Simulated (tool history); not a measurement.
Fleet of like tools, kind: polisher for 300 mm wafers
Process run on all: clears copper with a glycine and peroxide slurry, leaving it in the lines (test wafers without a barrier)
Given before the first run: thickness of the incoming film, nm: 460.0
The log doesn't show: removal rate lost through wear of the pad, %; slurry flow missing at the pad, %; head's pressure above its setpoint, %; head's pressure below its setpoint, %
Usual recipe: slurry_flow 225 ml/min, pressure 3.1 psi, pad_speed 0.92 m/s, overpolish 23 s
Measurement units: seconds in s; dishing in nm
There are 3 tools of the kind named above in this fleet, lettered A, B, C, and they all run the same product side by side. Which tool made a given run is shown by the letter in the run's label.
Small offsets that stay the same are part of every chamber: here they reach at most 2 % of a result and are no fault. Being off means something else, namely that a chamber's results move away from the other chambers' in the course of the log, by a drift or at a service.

run	hour	slurry_flow	pressure	pad_speed	overpolish	wafers polished on this pad	hours since the slurry nozzle was cleaned	hours since the head pressure was calibrated	seconds	dishing
1B	5.6	225	3.1	0.92	23	1126	414.4	963.4	87.36	66.559
# hour 10.5: chamber A: slurry nozzle cleaned
2C	12.1	225	3.1	0.92	23	122	284.7	120.8	88.586	64.235
# hour 12.8: chamber B: worn pad replaced by a new one
3A	20	225	3.1	0.92	23	1128	9.6	110.7	87.004	65.914
4A	25.6	225	3.1	0.92	23	1172	15.2	116.3	87.181	64.286
# hour 31.1: chamber A: worn pad replaced by a new one
5B	33.1	280	3.1	0.82	23	157	441.9	990.9	96.578	62.044
# hour 36.7: chamber B: slurry nozzle cleaned
6C	40	280	3.1	0.82	23	338	312.6	148.7	94.217	62.356
7A	48.5	280	3.1	0.82	23	134	38.1	139.2	93.503	61.852
8B	53.6	225	3.1	0.64	23	315	16.9	1011.4	118.86	53.384
9C	59.9	225	3.1	0.64	23	492	332.5	168.6	116.45	53.537
# hour 65.3: chamber C: worn pad replaced by a new one
10A	67	225	3.1	0.64	23	277	56.6	157.7	116.46	53.864
11B	75	225	3.1	0.92	23	481	38.3	1032.8	88.386	65.729
12C	80.5	225	3.1	0.92	23	117	353.1	189.2	88.701	67.497
13A	86.4	225	3.1	0.92	23	427	76	177.1	87.288	65.726
# hour 93.5: chamber B: head pressure recalibrated
14B	94.8	225	3.1	0.92	23	634	58.1	1.3	98.324	62.569
15C	99	225	3.1	0.92	23	260	371.6	207.7	89.071	65.629
16C	106.2	225	3.1	0.92	23	316	378.8	214.9	90.406	66.839
17A	110.8	225	3.1	0.92	23	616	100.4	201.5	86.552	64.741
18B	115.5	225	3.1	0.92	23	794	78.8	22	98.633	61.34
19A	122	225	3.1	0.92	23	702	111.6	212.7	86.912	64.935
20C	127.1	225	3.1	0.92	23	478	399.7	235.8	90.189	64.342
21B	132.3	225	3.1	0.92	23	924	95.6	38.8	96.763	60.654
22B	140.5	165	3.1	0.92	23	987	103.8	47	103.73	57.667
23A	144.7	165	3.1	0.92	23	878	134.3	235.4	90.803	62.493

Read the log: is a single chamber off, either drifting away or since a service, is the gauge that measures every chamber drifting, or is nothing wrong beyond small per-chamber offsets? Name any odd chamber and what most likely caused it.

A service on chamber B put it out of line with the rest.
Most likely cause: head's pressure below its setpoint, % = 12.

Which of the 4 candidates below, each the usual settings with something changed and its results left as question marks, puts chamber B back in line with what the other chambers give on the usual settings?
In-line tolerance around the mean of the other chambers on the usual settings: seconds 2.9 s; dishing 3.4 nm
24B-1	151	225	2.9	0.86	23				?	?
24B-2	151	225	3.3	0.98	23				?	?
24B-3	151	220	2.8	0.82	23				?	?
24B-4	151	230	3.4	1.02	23				?	?

Mean of the other chambers on the usual settings: seconds 87.982 s; dishing 65.386 nm
run	seconds	dishing
24B-1	108.73	55.603
24B-2	87.929	64.528
24B-3	116.39	52.948
24B-4	82.691	67.188
24B-2 is the one that brings the chamber's results back in line with the other chambers.
